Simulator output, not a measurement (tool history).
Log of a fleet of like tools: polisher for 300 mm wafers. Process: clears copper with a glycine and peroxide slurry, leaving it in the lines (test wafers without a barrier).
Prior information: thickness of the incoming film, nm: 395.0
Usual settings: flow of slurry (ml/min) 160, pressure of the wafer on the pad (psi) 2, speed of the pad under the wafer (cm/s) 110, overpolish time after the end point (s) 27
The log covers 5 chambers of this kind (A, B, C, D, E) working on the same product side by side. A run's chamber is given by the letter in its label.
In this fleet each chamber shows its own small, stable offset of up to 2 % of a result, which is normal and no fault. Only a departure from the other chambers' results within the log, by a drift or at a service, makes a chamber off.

| run | hour | flow of slurry (ml/min) | pressure of the wafer on the pad (psi) | speed of the pad under the wafer (cm/s) | overpolish time after the end point (s) | time until the end point was called (s) | dishing of a wide line in a test structure (angstrom) |
|---|---|---|---|---|---|---|---|
| 1A | 7.4 | 160 | 2 | 110 | 27 | 107.26 | 549.34 |
| 2D | 13.9 | 160 | 2 | 110 | 27 | 106.68 | 576.71 |
| 3C | 21.6 | 160 | 2 | 110 | 27 | 107.89 | 557.62 |
| 4B | 26.2 | 160 | 2 | 110 | 27 | 110.06 | 542.29 |
| 5E | 31.1 | 160 | 1.7 | 78 | 27 | 157.04 | 435.17 |
| 6E | 35.9 | 160 | 1.7 | 78 | 27 | 156.97 | 442.66 |
| 7C | 44.2 | 160 | 1.7 | 78 | 27 | 157.53 | 453.3 |
|  | 49.3 | chamber C: worn pad replaced by a new one |
| 8D | 50.9 | 160 | 1.7 | 78 | 27 | 153.21 | 439.9 |
| 9B | 58.4 | 160 | 1.7 | 78 | 27 | 158.02 | 443.31 |
| 10A | 64.9 | 190 | 2 | 110 | 41 | 103.18 | 740.04 |
| 11D | 70.9 | 190 | 2 | 110 | 41 | 100.77 | 753.2 |
| 12E | 75.9 | 190 | 2 | 110 | 41 | 104.77 | 766.07 |
| 13B | 83.3 | 190 | 2 | 110 | 41 | 104.46 | 738.78 |
|  | 87.5 | chamber D: head pressure recalibrated |
| 14A | 91 | 190 | 2 | 110 | 41 | 104.64 | 753.04 |
| 15C | 97.1 | 160 | 2 | 110 | 27 | 105.29 | 587.37 |
| 16B | 104.4 | 160 | 2 | 110 | 27 | 109.41 | 589.47 |
| 17D | 110.5 | 160 | 2 | 110 | 27 | 104.95 | 569.46 |
| 18C | 118 | 105 | 2 | 78 | 27 | 146.8 | 464.27 |
| 19A | 125.1 | 105 | 2 | 78 | 27 | 152.83 | 450.49 |
| 20E | 132.8 | 105 | 2 | 78 | 27 | 151.58 | 456.04 |
|  | 133.8 | chamber C: slurry nozzle cleaned |
| 21B | 138.9 | 105 | 2 | 78 | 27 | 156.57 | 447.79 |
| 22C | 143.2 | 105 | 2 | 78 | 27 | 144.15 | 461.69 |
| 23D | 147 | 160 | 2 | 110 | 27 | 105.21 | 579.03 |
|  | 150.3 | chamber D: worn pad replaced by a new one |
|  | 151.7 | chamber E: worn pad replaced by a new one |
| 24E | 153.7 | 160 | 2 | 110 | 27 | 108.57 | 563.12 |
| 25A | 158 | 160 | 2 | 110 | 27 | 106.55 | 546.99 |
| 26D | 164.1 | 160 | 2 | 110 | 33 | 104.77 | 661.45 |
| 27B | 168.1 | 160 | 2 | 110 | 33 | 109.34 | 631.1 |
|  | 171.6 | chamber E: slurry nozzle cleaned |
| 28E | 176 | 160 | 2 | 110 | 33 | 107.39 | 657.72 |
|  | 177.6 | chamber B: worn pad replaced by a new one |
| 29A | 184.1 | 160 | 2 | 110 | 33 | 106.9 | 636.11 |
| 30C | 189.1 | 160 | 2 | 110 | 33 | 102 | 682.13 |
| 31B | 193.3 | 160 | 2 | 126 | 27 | 99.058 | 607.99 |
| 32D | 200.8 | 160 | 2 | 126 | 27 | 92.932 | 651.45 |
| 33C | 206.6 | 160 | 2 | 126 | 27 | 89.549 | 660.43 |
|  | 212.5 | chamber D: slurry nozzle cleaned |
| 34E | 213.4 | 160 | 2 | 126 | 27 | 96.098 | 610.8 |
| 35A | 218.6 | 160 | 2 | 126 | 27 | 97.546 | 597.44 |
| 36A | 224.4 | 160 | 2 | 146 | 27 | 84.635 | 655.87 |
| 37D | 230.4 | 160 | 2 | 146 | 27 | 85.198 | 662.58 |
| 38B | 238.2 | 160 | 2 | 146 | 27 | 86.837 | 642.24 |
| 39C | 246 | 160 | 2 | 146 | 27 | 78.457 | 709.46 |

For the next run the whole fleet of 5 chambers uses the same settings. Give each chamber's results:
| 40A | 252 | 160 | 2 | 110 | 27 | ? | ? |
| 40B | 252 | 160 | 2 | 110 | 27 | ? | ? |
| 40C | 252 | 160 | 2 | 110 | 27 | ? | ? |
| 40D | 252 | 160 | 2 | 110 | 27 | ? | ? |
| 40E | 252 | 160 | 2 | 110 | 27 | ? | ? |

| run | time until the end point was called (s) | dishing of a wide line in a test structure (angstrom) |
|---|---|---|
| 40A | 107.03 | 563.68 |
| 40B | 109.27 | 575.26 |
| 40C | 99.463 | 599.73 |
| 40D | 105.76 | 550.28 |
| 40E | 105.57 | 586.54 |

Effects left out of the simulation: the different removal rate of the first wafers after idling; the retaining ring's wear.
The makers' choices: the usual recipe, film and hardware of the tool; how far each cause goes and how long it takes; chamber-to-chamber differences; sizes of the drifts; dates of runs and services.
